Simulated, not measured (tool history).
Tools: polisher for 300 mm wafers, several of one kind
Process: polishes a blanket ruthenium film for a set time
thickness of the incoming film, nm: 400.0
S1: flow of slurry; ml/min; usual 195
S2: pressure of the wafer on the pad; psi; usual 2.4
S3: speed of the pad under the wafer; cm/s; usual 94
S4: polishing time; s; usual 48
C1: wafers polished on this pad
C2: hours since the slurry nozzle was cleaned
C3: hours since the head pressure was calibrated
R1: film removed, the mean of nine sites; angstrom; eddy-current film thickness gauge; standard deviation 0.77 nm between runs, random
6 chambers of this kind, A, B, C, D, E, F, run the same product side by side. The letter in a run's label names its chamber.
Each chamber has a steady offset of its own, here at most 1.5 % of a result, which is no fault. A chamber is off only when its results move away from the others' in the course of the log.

{"run": "1E", "hour": 4.3, "S1": 195, "S2": 2.4, "S3": 94, "S4": 48, "C1": 432, "C2": 576.9, "C3": 325.4, "R1": 641.07}
{"hour": 7.0, "done": "chamber A: worn pad replaced by a new one"}
{"run": "2D", "hour": 7.3, "S1": 195, "S2": 2.4, "S3": 94, "S4": 48, "C1": 106, "C2": 635.4, "C3": 383.2, "R1": 639.2}
{"run": "3F", "hour": 11.6, "S1": 195, "S2": 2.4, "S3": 94, "S4": 48, "C1": 572, "C2": 377.8, "C3": 1031.4, "R1": 657.84}
{"hour": 12.1, "done": "chamber D: head pressure recalibrated"}
{"run": "4A", "hour": 16.2, "S1": 195, "S2": 2.4, "S3": 94, "S4": 48, "C1": 70, "C2": 86.6, "C3": 628.4, "R1": 651.8}
{"run": "5C", "hour": 19.1, "S1": 195, "S2": 2.4, "S3": 94, "S4": 48, "C1": 207, "C2": 305.3, "C3": 758.6, "R1": 658.18}
{"run": "6B", "hour": 22.4, "S1": 195, "S2": 2.4, "S3": 94, "S4": 48, "C1": 1298, "C2": 471.0, "C3": 385.3, "R1": 643.02}
{"run": "7C", "hour": 24.8, "S1": 195, "S2": 2.4, "S3": 94, "S4": 48, "C1": 250, "C2": 311.0, "C3": 764.3, "R1": 638.2}
{"hour": 26.3, "done": "chamber B: worn pad replaced by a new one"}
{"run": "8F", "hour": 29.3, "S1": 195, "S2": 2.4, "S3": 94, "S4": 48, "C1": 706, "C2": 395.5, "C3": 1049.1, "R1": 659.31}
{"run": "9B", "hour": 31.5, "S1": 195, "S2": 2.4, "S3": 94, "S4": 48, "C1": 39, "C2": 480.1, "C3": 394.4, "R1": 650.31}
{"run": "10D", "hour": 35.9, "S1": 230, "S2": 2.4, "S3": 94, "S4": 48, "C1": 323, "C2": 664.0, "C3": 23.9, "R1": 640.15}
{"run": "11E", "hour": 40.1, "S1": 230, "S2": 2.4, "S3": 94, "S4": 48, "C1": 704, "C2": 612.7, "C3": 361.2, "R1": 646.76}
{"run": "12A", "hour": 44.5, "S1": 230, "S2": 2.4, "S3": 94, "S4": 48, "C1": 284, "C2": 114.9, "C3": 656.7, "R1": 665.99}
{"hour": 47.0, "done": "chamber A: head pressure recalibrated"}
{"run": "13D", "hour": 48.9, "S1": 230, "S2": 2.4, "S3": 94, "S4": 48, "C1": 422, "C2": 677.0, "C3": 36.9, "R1": 660.36}
{"run": "14A", "hour": 51.3, "S1": 230, "S2": 2.4, "S3": 94, "S4": 48, "C1": 336, "C2": 121.7, "C3": 4.4, "R1": 658.27}
{"run": "15B", "hour": 54.3, "S1": 230, "S2": 2.4, "S3": 94, "S4": 48, "C1": 212, "C2": 502.9, "C3": 417.2, "R1": 657.09}
{"run": "16E", "hour": 56.8, "S1": 195, "S2": 2.8, "S3": 94, "S4": 48, "C1": 831, "C2": 629.4, "C3": 377.9, "R1": 757.22}
{"run": "17F", "hour": 60.0, "S1": 195, "S2": 2.8, "S3": 94, "S4": 48, "C1": 939, "C2": 426.2, "C3": 1079.8, "R1": 764.51}
{"hour": 60.2, "done": "chamber E: worn pad replaced by a new one"}
{"run": "18C", "hour": 62.6, "S1": 195, "S2": 2.8, "S3": 94, "S4": 48, "C1": 537, "C2": 348.8, "C3": 802.1, "R1": 761.67}
{"run": "19F", "hour": 65.0, "S1": 195, "S2": 2.8, "S3": 94, "S4": 48, "C1": 977, "C2": 431.2, "C3": 1084.8, "R1": 752.85}
{"run": "20E", "hour": 68.8, "S1": 195, "S2": 2.8, "S3": 94, "S4": 48, "C1": 65, "C2": 641.4, "C3": 389.9, "R1": 753.26}
{"hour": 70.1, "done": "chamber A: worn pad replaced by a new one"}
{"hour": 70.2, "done": "chamber D: worn pad replaced by a new one"}
{"run": "21A", "hour": 72.7, "S1": 195, "S2": 2.8, "S3": 94, "S4": 48, "C1": 19, "C2": 143.1, "C3": 25.8, "R1": 763.52}
{"run": "22B", "hour": 75.2, "S1": 195, "S2": 2.4, "S3": 124, "S4": 62, "C1": 370, "C2": 523.8, "C3": 438.1, "R1": 1083.1}
{"hour": 78.3, "done": "chamber C: head pressure recalibrated"}
{"run": "23C", "hour": 79.3, "S1": 195, "S2": 2.4, "S3": 124, "S4": 62, "C1": 663, "C2": 365.5, "C3": 1.0, "R1": 1220.2}
{"run": "24D", "hour": 82.3, "S1": 195, "S2": 2.4, "S3": 124, "S4": 62, "C1": 92, "C2": 710.4, "C3": 70.3, "R1": 1079.9}
{"hour": 82.9, "done": "chamber F: worn pad replaced by a new one"}
{"run": "25C", "hour": 85.3, "S1": 195, "S2": 2.4, "S3": 124, "S4": 62, "C1": 709, "C2": 371.5, "C3": 7.0, "R1": 1197.4}
{"run": "26A", "hour": 87.7, "S1": 195, "S2": 2.4, "S3": 124, "S4": 62, "C1": 133, "C2": 158.1, "C3": 40.8, "R1": 1110.8}
{"run": "27D", "hour": 91.4, "S1": 195, "S2": 2.4, "S3": 124, "S4": 62, "C1": 161, "C2": 719.5, "C3": 79.4, "R1": 1082.0}
{"run": "28F", "hour": 94.7, "S1": 195, "S2": 2.4, "S3": 94, "S4": 48, "C1": 90, "C2": 460.9, "C3": 1114.5, "R1": 651.71}
{"run": "29E", "hour": 98.0, "S1": 195, "S2": 2.4, "S3": 94, "S4": 48, "C1": 287, "C2": 670.6, "C3": 419.1, "R1": 634.31}
{"run": "30B", "hour": 102.7, "S1": 195, "S2": 2.4, "S3": 94, "S4": 48, "C1": 579, "C2": 551.3, "C3": 465.6, "R1": 640.64}
{"run": "31B", "hour": 106.3, "S1": 195, "S2": 2.4, "S3": 94, "S4": 48, "C1": 606, "C2": 554.9, "C3": 469.2, "R1": 628.68}
{"run": "32C", "hour": 109.1, "S1": 195, "S2": 2.4, "S3": 94, "S4": 48, "C1": 889, "C2": 395.3, "C3": 30.8, "R1": 723.02}
{"run": "33E", "hour": 112.7, "S1": 195, "S2": 2.4, "S3": 94, "S4": 48, "C1": 398, "C2": 685.3, "C3": 433.8, "R1": 639.83}
{"run": "34F", "hour": 116.7, "S1": 195, "S2": 2.4, "S3": 94, "S4": 48, "C1": 256, "C2": 482.9, "C3": 1136.5, "R1": 651.45}
{"run": "35A", "hour": 120.9, "S1": 195, "S2": 2.4, "S3": 94, "S4": 48, "C1": 385, "C2": 191.3, "C3": 74.0, "R1": 642.04}
{"run": "36D", "hour": 124.4, "S1": 195, "S2": 2.4, "S3": 94, "S4": 48, "C1": 411, "C2": 752.5, "C3": 112.4, "R1": 646.38}
{"run": "37D", "hour": 127.1, "S1": 195, "S2": 2.4, "S3": 94, "S4": 48, "C1": 432, "C2": 755.2, "C3": 115.1, "R1": 639.69}
{"run": "38B", "hour": 131.0, "S1": 260, "S2": 2.4, "S3": 94, "S4": 41, "C1": 794, "C2": 579.6, "C3": 493.9, "R1": 564.27}
{"run": "39A", "hour": 135.6, "S1": 260, "S2": 2.4, "S3": 94, "S4": 41, "C1": 496, "C2": 206.0, "C3": 88.7, "R1": 570.59}
{"run": "40F", "hour": 139.6, "S1": 260, "S2": 2.4, "S3": 94, "S4": 41, "C1": 430, "C2": 505.8, "C3": 1159.4, "R1": 574.26}
{"run": "41E", "hour": 144.3, "S1": 260, "S2": 2.4, "S3": 94, "S4": 41, "C1": 638, "C2": 716.9, "C3": 465.4, "R1": 563.68}

Next, all 6 chambers run the settings below, one line each with question marks for the results. What does each chamber give?
{"run": "42A", "hour": 147.8, "S1": 195, "S2": 2.4, "S3": 94, "S4": 48, "R1": "?"}
{"run": "42B", "hour": 147.8, "S1": 195, "S2": 2.4, "S3": 94, "S4": 48, "R1": "?"}
{"run": "42C", "hour": 147.8, "S1": 195, "S2": 2.4, "S3": 94, "S4": 48, "R1": "?"}
{"run": "42D", "hour": 147.8, "S1": 195, "S2": 2.4, "S3": 94, "S4": 48, "R1": "?"}
{"run": "42E", "hour": 147.8, "S1": 195, "S2": 2.4, "S3": 94, "S4": 48, "R1": "?"}
{"run": "42F", "hour": 147.8, "S1": 195, "S2": 2.4, "S3": 94, "S4": 48, "R1": "?"}

run=42A R1=645.97
run=42B R1=624.55
run=42C R1=718.54
run=42D R1=642.07
run=42E R1=647.36
run=42F R1=661.06

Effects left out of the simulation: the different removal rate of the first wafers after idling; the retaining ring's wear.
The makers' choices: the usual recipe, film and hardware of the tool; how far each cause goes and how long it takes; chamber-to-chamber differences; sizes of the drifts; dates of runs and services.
